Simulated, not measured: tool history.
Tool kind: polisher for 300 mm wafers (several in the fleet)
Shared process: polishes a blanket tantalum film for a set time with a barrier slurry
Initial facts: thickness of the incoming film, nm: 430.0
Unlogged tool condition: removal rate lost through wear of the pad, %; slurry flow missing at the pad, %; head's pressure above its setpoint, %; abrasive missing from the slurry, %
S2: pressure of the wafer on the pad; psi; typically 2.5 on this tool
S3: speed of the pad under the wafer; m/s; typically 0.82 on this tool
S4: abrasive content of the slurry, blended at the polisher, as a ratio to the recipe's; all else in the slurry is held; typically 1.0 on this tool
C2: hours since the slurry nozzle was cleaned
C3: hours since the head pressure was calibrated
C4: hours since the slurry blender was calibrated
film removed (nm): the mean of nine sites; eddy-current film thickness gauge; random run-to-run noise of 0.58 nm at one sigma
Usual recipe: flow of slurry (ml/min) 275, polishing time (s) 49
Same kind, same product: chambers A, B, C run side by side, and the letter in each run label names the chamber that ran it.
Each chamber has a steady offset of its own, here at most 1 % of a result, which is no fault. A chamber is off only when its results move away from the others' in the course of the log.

Run 1B, hour 5.8: usual settings; wafers polished on this pad 301; C2 239.9; C3 134.8; C4 210.6. Result: film removed (nm) 85.515.
At hour 7.6: chamber A: slurry blender recalibrated.
Run 2C, hour 16.5: usual settings; wafers polished on this pad 297; C2 157.2; C3 891.1; C4 123.6. Result: film removed (nm) 85.594.
Run 3A, hour 25.0: usual settings; wafers polished on this pad 430; C2 252.4; C3 452.6; C4 17.5. Result: film removed (nm) 86.711.
Run 4B, hour 31.9: usual settings; wafers polished on this pad 668; C2 266.0; C3 160.9; C4 236.7. Result: film removed (nm) 86.632.
Run 5C, hour 37.4: usual settings; wafers polished on this pad 590; C2 178.1; C3 912.0; C4 144.5. Result: film removed (nm) 85.585.
Run 6A, hour 49.3: usual settings; wafers polished on this pad 771; C2 276.7; C3 476.9; C4 41.8. Result: film removed (nm) 86.616.
Run 7B, hour 61.3: usual settings but S3 1.00 m/s, S4 0.8; wafers polished on this pad 1080; C2 295.4; C3 190.3; C4 266.1. Result: film removed (nm) 99.681.
At hour 64.1: chamber B: worn pad replaced by a new one.
At hour 70.5: chamber C: worn pad replaced by a new one.
Run 8C, hour 70.6: usual settings but S3 1.00 m/s, S4 0.8; wafers polished on this pad 2; C2 211.3; C3 945.2; C4 177.7. Result: film removed (nm) 97.541.
At hour 74.5: chamber B: slurry blender recalibrated.
At hour 75.5: chamber A: worn pad replaced by a new one.
Run 9A, hour 77.3: usual settings but S3 1.00 m/s, S4 0.8; wafers polished on this pad 25; C2 304.7; C3 504.9; C4 69.8. Result: film removed (nm) 98.370.
Run 10C, hour 86.1: usual settings but S2 2.9 psi; wafers polished on this pad 219; C2 226.8; C3 960.7; C4 193.2. Result: film removed (nm) 100.220.
Run 11A, hour 94.7: usual settings but S2 2.9 psi; wafers polished on this pad 269; C2 322.1; C3 522.3; C4 87.2. Result: film removed (nm) 99.503.
Run 12B, hour 106.4: usual settings but S2 2.9 psi; wafers polished on this pad 594; C2 340.5; C3 235.4; C4 31.9. Result: film removed (nm) 101.400.
Run 13A, hour 118.8: usual settings; wafers polished on this pad 607; C2 346.2; C3 546.4; C4 111.3. Result: film removed (nm) 86.381.
Run 14C, hour 126.3: usual settings; wafers polished on this pad 783; C2 267.0; C3 1000.9; C4 233.4. Result: film removed (nm) 86.765.
At hour 129.0: chamber A: slurry nozzle cleaned.
At hour 132.7: chamber B: worn pad replaced by a new one.
Run 15B, hour 133.9: usual settings but flow of slurry (ml/min) 345, S2 2.2 psi; wafers polished on this pad 16; C2 368.0; C3 262.9; C4 59.4. Result: film removed (nm) 78.575.
At hour 137.5: chamber C: worn pad replaced by a new one.
At hour 140.5: chamber B: slurry nozzle cleaned.
Run 16A, hour 140.9: usual settings but flow of slurry (ml/min) 345, S2 2.2 psi; wafers polished on this pad 918; C2 12.0; C3 568.5; C4 133.4. Result: film removed (nm) 77.837.
Run 17B, hour 147.0: usual settings but flow of slurry (ml/min) 345, S2 2.2 psi; wafers polished on this pad 200; C2 6.6; C3 276.0; C4 72.5. Result: film removed (nm) 77.030.
At hour 155.9: chamber A: worn pad replaced by a new one.
Run 18C, hour 157.4: usual settings; wafers polished on this pad 280; C2 298.1; C3 1032.0; C4 264.5. Result: film removed (nm) 86.897.
Run 19A, hour 166.4: usual settings; wafers polished on this pad 148; C2 37.5; C3 594.0; C4 158.9. Result: film removed (nm) 86.044.
Run 20B, hour 178.7: usual settings but S3 1.02 m/s; wafers polished on this pad 645; C2 38.3; C3 307.7; C4 104.2. Result: film removed (nm) 107.470.
Run 21C, hour 189.1: usual settings but S3 1.02 m/s; wafers polished on this pad 725; C2 329.8; C3 1063.7; C4 296.2. Result: film removed (nm) 104.830.
Run 22A, hour 195.4: usual settings but S3 1.02 m/s; wafers polished on this pad 555; C2 66.5; C3 623.0; C4 187.9. Result: film removed (nm) 107.600.
Run 23C, hour 202.2: usual settings; wafers polished on this pad 909; C2 342.9; C3 1076.8; C4 309.3. Result: film removed (nm) 86.445.
At hour 204.0: chamber B: worn pad replaced by a new one.
At hour 207.2: chamber C: slurry blender recalibrated.
At hour 212.1: chamber C: worn pad replaced by a new one.
Run 24B, hour 212.5: usual settings but polishing time (s) 41; wafers polished on this pad 120; C2 72.1; C3 341.5; C4 138.0. Result: film removed (nm) 72.902.
At hour 223.5: chamber A: worn pad replaced by a new one.
Run 25C, hour 224.8: usual settings but polishing time (s) 41; wafers polished on this pad 178; C2 365.5; C3 1099.4; C4 17.7. Result: film removed (nm) 71.469.
Run 26A, hour 231.3: usual settings but polishing time (s) 41; wafers polished on this pad 110; C2 102.4; C3 658.9; C4 223.8. Result: film removed (nm) 71.621.
Run 27B, hour 237.2: usual settings; wafers polished on this pad 466; C2 96.8; C3 366.2; C4 162.7. Result: film removed (nm) 86.474.
Run 28C, hour 243.7: usual settings; wafers polished on this pad 443; C2 384.4; C3 1118.3; C4 36.6. Result: film removed (nm) 86.576.
Run 29B, hour 252.5: usual settings; wafers polished on this pad 681; C2 112.1; C3 381.5; C4 178.0. Result: film removed (nm) 86.710.
At hour 257.0: chamber A: slurry blender recalibrated.
Run 30A, hour 261.3: usual settings; wafers polished on this pad 531; C2 132.4; C3 688.9; C4 4.3. Result: film removed (nm) 86.740.
Run 31C, hour 271.4: usual settings; wafers polished on this pad 832; C2 412.1; C3 1146.0; C4 64.3. Result: film removed (nm) 85.434.
Run 32B, hour 278.7: usual settings; wafers polished on this pad 1049; C2 138.3; C3 407.7; C4 204.2. Result: film removed (nm) 85.867.
Run 33A, hour 285.9: usual settings; wafers polished on this pad 876; C2 157.0; C3 713.5; C4 28.9. Result: film removed (nm) 85.904.
At hour 287.0: chamber C: worn pad replaced by a new one.
At hour 289.7: chamber B: worn pad replaced by a new one.
Run 34A, hour 298.6: usual settings; wafers polished on this pad 1055; C2 169.7; C3 726.2; C4 41.6. Result: film removed (nm) 86.270.
At hour 304.4: chamber A: worn pad replaced by a new one.
Run 35C, hour 310.2: usual settings; wafers polished on this pad 326; C2 450.9; C3 1184.8; C4 103.1. Result: film removed (nm) 86.308.
At hour 319.2: chamber B: slurry blender recalibrated.
Run 36B, hour 320.2: usual settings; wafers polished on this pad 428; C2 179.8; C3 449.2; C4 1.1. Result: film removed (nm) 86.481.
Run 37C, hour 330.1: usual settings; wafers polished on this pad 605; C2 470.8; C3 1204.7; C4 123.0. Result: film removed (nm) 85.792.
Run 38B, hour 341.6: usual settings but S2 3.4 psi, S3 0.66 m/s; wafers polished on this pad 729; C2 201.2; C3 470.6; C4 22.5. Result: film removed (nm) 95.279.
Run 39A, hour 352.9: usual settings but S2 3.4 psi, S3 0.66 m/s; wafers polished on this pad 681; C2 224.0; C3 780.5; C4 95.9. Result: film removed (nm) 94.139.
At hour 353.9: chamber C: worn pad replaced by a new one.
Run 40B, hour 360.7: usual settings but S2 3.4 psi, S3 0.66 m/s; wafers polished on this pad 997; C2 220.3; C3 489.7; C4 41.6. Result: film removed (nm) 96.001.
Run 41A, hour 371.3: usual settings; wafers polished on this pad 940; C2 242.4; C3 798.9; C4 114.3. Result: film removed (nm) 85.920.
Run 42C, hour 383.6: usual settings; wafers polished on this pad 417; C2 524.3; C3 1258.2; C4 176.5. Result: film removed (nm) 85.907.

Has any chamber moved away from the others, gradually or after a service, or does the common gauge drift, or do the chambers differ only by their own small steady offsets? State the chamber and the most likely cause if one applies.

Nothing is wrong: each chamber keeps only its own small, steady offset and the gauge holds still.
